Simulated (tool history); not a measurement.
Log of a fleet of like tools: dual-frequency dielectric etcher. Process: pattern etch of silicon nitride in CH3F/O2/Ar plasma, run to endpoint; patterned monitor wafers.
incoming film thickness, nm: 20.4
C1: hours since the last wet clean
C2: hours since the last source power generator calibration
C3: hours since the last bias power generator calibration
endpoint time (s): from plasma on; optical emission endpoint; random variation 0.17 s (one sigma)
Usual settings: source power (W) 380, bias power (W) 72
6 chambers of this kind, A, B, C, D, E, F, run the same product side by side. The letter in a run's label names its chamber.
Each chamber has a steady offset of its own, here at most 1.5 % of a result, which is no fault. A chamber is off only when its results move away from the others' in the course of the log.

{"run": "1B", "hour": 6.0, "source power (W)": 380, "bias power (W)": 72, "C1": 233.3, "C2": 2168.6, "C3": 2831.1, "endpoint time (s)": 29.678}
{"run": "2E", "hour": 11.6, "source power (W)": 380, "bias power (W)": 72, "C1": 288.3, "C2": 719, "C3": 2833.6, "endpoint time (s)": 30.236}
{"run": "3C", "hour": 20.5, "source power (W)": 380, "bias power (W)": 72, "C1": 158.8, "C2": 373.9, "C3": 38.7, "endpoint time (s)": 30.31}
{"run": "4D", "hour": 25.3, "source power (W)": 380, "bias power (W)": 72, "C1": 356.5, "C2": 874.5, "C3": 3419.4, "endpoint time (s)": 30.174}
{"run": "5F", "hour": 31.0, "source power (W)": 380, "bias power (W)": 72, "C1": 161.8, "C2": 306.8, "C3": 334.1, "endpoint time (s)": 29.868}
{"hour": 33.2, "done": "chamber E: bias power generator calibrated"}
{"run": "6A", "hour": 38.2, "source power (W)": 450, "bias power (W)": 72, "C1": 473.5, "C2": 207.6, "C3": 809, "endpoint time (s)": 28.852}
{"run": "7D", "hour": 43.0, "source power (W)": 450, "bias power (W)": 72, "C1": 374.2, "C2": 892.2, "C3": 3437.1, "endpoint time (s)": 28.298}
{"run": "8C", "hour": 50.8, "source power (W)": 450, "bias power (W)": 72, "C1": 189.1, "C2": 404.2, "C3": 69, "endpoint time (s)": 28.26}
{"run": "9A", "hour": 57.8, "source power (W)": 450, "bias power (W)": 72, "C1": 493.1, "C2": 227.2, "C3": 828.6, "endpoint time (s)": 28.249}
{"run": "10E", "hour": 62.0, "source power (W)": 450, "bias power (W)": 72, "C1": 338.7, "C2": 769.4, "C3": 28.9, "endpoint time (s)": 28.617}
{"run": "11F", "hour": 69.3, "source power (W)": 450, "bias power (W)": 72, "C1": 200.1, "C2": 345.1, "C3": 372.4, "endpoint time (s)": 27.988}
{"run": "12B", "hour": 75.6, "source power (W)": 380, "bias power (W)": 72, "C1": 302.9, "C2": 2238.2, "C3": 2900.7, "endpoint time (s)": 29.379}
{"run": "13F", "hour": 84.2, "source power (W)": 380, "bias power (W)": 72, "C1": 215, "C2": 360, "C3": 387.3, "endpoint time (s)": 29.934}
{"run": "14D", "hour": 90.5, "source power (W)": 380, "bias power (W)": 72, "C1": 421.7, "C2": 939.7, "C3": 3484.6, "endpoint time (s)": 30.352}
{"hour": 91.4, "done": "chamber A: wet clean of the chamber"}
{"run": "15B", "hour": 96.1, "source power (W)": 380, "bias power (W)": 72, "C1": 323.4, "C2": 2258.7, "C3": 2921.2, "endpoint time (s)": 29.498}
{"run": "16A", "hour": 102.9, "source power (W)": 380, "bias power (W)": 72, "C1": 11.6, "C2": 272.3, "C3": 873.7, "endpoint time (s)": 30.529}
{"run": "17E", "hour": 108.1, "source power (W)": 380, "bias power (W)": 72, "C1": 384.8, "C2": 815.5, "C3": 75, "endpoint time (s)": 30.098}
{"run": "18C", "hour": 114.9, "source power (W)": 380, "bias power (W)": 72, "C1": 253.2, "C2": 468.3, "C3": 133.1, "endpoint time (s)": 30.102}
{"run": "19D", "hour": 122.5, "source power (W)": 380, "bias power (W)": 72, "C1": 453.7, "C2": 971.7, "C3": 3516.6, "endpoint time (s)": 30.362}
{"hour": 124.4, "done": "chamber E: wet clean of the chamber"}
{"run": "20C", "hour": 130.7, "source power (W)": 380, "bias power (W)": 72, "C1": 269, "C2": 484.1, "C3": 148.9, "endpoint time (s)": 30.296}
{"run": "21F", "hour": 137.5, "source power (W)": 380, "bias power (W)": 72, "C1": 268.3, "C2": 413.3, "C3": 440.6, "endpoint time (s)": 30.107}
{"run": "22A", "hour": 144.2, "source power (W)": 460, "bias power (W)": 78, "C1": 52.9, "C2": 313.6, "C3": 915, "endpoint time (s)": 27.32}
{"run": "23B", "hour": 149.8, "source power (W)": 460, "bias power (W)": 78, "C1": 377.1, "C2": 2312.4, "C3": 2974.9, "endpoint time (s)": 26.688}
{"run": "24E", "hour": 157.7, "source power (W)": 460, "bias power (W)": 78, "C1": 33.4, "C2": 865.1, "C3": 124.6, "endpoint time (s)": 27.266}
{"hour": 158.8, "done": "chamber B: wet clean of the chamber"}
{"run": "25A", "hour": 165.2, "source power (W)": 460, "bias power (W)": 78, "C1": 73.9, "C2": 334.6, "C3": 936, "endpoint time (s)": 27.288}
{"run": "26D", "hour": 170.0, "source power (W)": 460, "bias power (W)": 78, "C1": 501.2, "C2": 1019.2, "C3": 3564.1, "endpoint time (s)": 27.483}
{"run": "27B", "hour": 174.1, "source power (W)": 460, "bias power (W)": 78, "C1": 15.3, "C2": 2336.7, "C3": 2999.2, "endpoint time (s)": 26.908}
{"run": "28C", "hour": 181.2, "source power (W)": 420, "bias power (W)": 72, "C1": 319.5, "C2": 534.6, "C3": 199.4, "endpoint time (s)": 29.178}
{"run": "29E", "hour": 185.6, "source power (W)": 420, "bias power (W)": 72, "C1": 61.3, "C2": 893, "C3": 152.5, "endpoint time (s)": 29.257}
{"run": "30F", "hour": 190.1, "source power (W)": 420, "bias power (W)": 72, "C1": 320.9, "C2": 465.9, "C3": 493.2, "endpoint time (s)": 28.865}
{"run": "31A", "hour": 194.0, "source power (W)": 420, "bias power (W)": 72, "C1": 102.7, "C2": 363.4, "C3": 964.8, "endpoint time (s)": 29.119}
{"run": "32B", "hour": 202.8, "source power (W)": 420, "bias power (W)": 72, "C1": 44, "C2": 2365.4, "C3": 3027.9, "endpoint time (s)": 28.889}
{"run": "33E", "hour": 209.9, "source power (W)": 420, "bias power (W)": 72, "C1": 85.6, "C2": 917.3, "C3": 176.8, "endpoint time (s)": 29.262}
{"run": "34F", "hour": 215.2, "source power (W)": 380, "bias power (W)": 72, "C1": 346, "C2": 491, "C3": 518.3, "endpoint time (s)": 29.878}
{"run": "35C", "hour": 222.1, "source power (W)": 380, "bias power (W)": 72, "C1": 360.4, "C2": 575.5, "C3": 240.3, "endpoint time (s)": 29.884}
{"run": "36D", "hour": 226.0, "source power (W)": 380, "bias power (W)": 72, "C1": 557.2, "C2": 1075.2, "C3": 3620.1, "endpoint time (s)": 30.408}
{"run": "37B", "hour": 231.4, "source power (W)": 380, "bias power (W)": 72, "C1": 72.6, "C2": 2394, "C3": 3056.5, "endpoint time (s)": 29.615}
{"run": "38D", "hour": 240.4, "source power (W)": 380, "bias power (W)": 72, "C1": 571.6, "C2": 1089.6, "C3": 3634.5, "endpoint time (s)": 30.2}
{"run": "39A", "hour": 248.5, "source power (W)": 350, "bias power (W)": 62, "C1": 157.2, "C2": 417.9, "C3": 1019.3, "endpoint time (s)": 32.724}

Next, every chamber runs the same settings. What will each give?
{"run": "40A", "hour": 254.9, "source power (W)": 380, "bias power (W)": 60, "endpoint time (s)": "?"}
{"run": "40B", "hour": 254.9, "source power (W)": 380, "bias power (W)": 60, "endpoint time (s)": "?"}
{"run": "40C", "hour": 254.9, "source power (W)": 380, "bias power (W)": 60, "endpoint time (s)": "?"}
{"run": "40D", "hour": 254.9, "source power (W)": 380, "bias power (W)": 60, "endpoint time (s)": "?"}
{"run": "40E", "hour": 254.9, "source power (W)": 380, "bias power (W)": 60, "endpoint time (s)": "?"}
{"run": "40F", "hour": 254.9, "source power (W)": 380, "bias power (W)": 60, "endpoint time (s)": "?"}

run=40A endpoint_time_(s)=32.242
run=40B endpoint_time_(s)=31.652
run=40C endpoint_time_(s)=32.195
run=40D endpoint_time_(s)=32.399
run=40E endpoint_time_(s)=32.261
run=40F endpoint_time_(s)=31.608

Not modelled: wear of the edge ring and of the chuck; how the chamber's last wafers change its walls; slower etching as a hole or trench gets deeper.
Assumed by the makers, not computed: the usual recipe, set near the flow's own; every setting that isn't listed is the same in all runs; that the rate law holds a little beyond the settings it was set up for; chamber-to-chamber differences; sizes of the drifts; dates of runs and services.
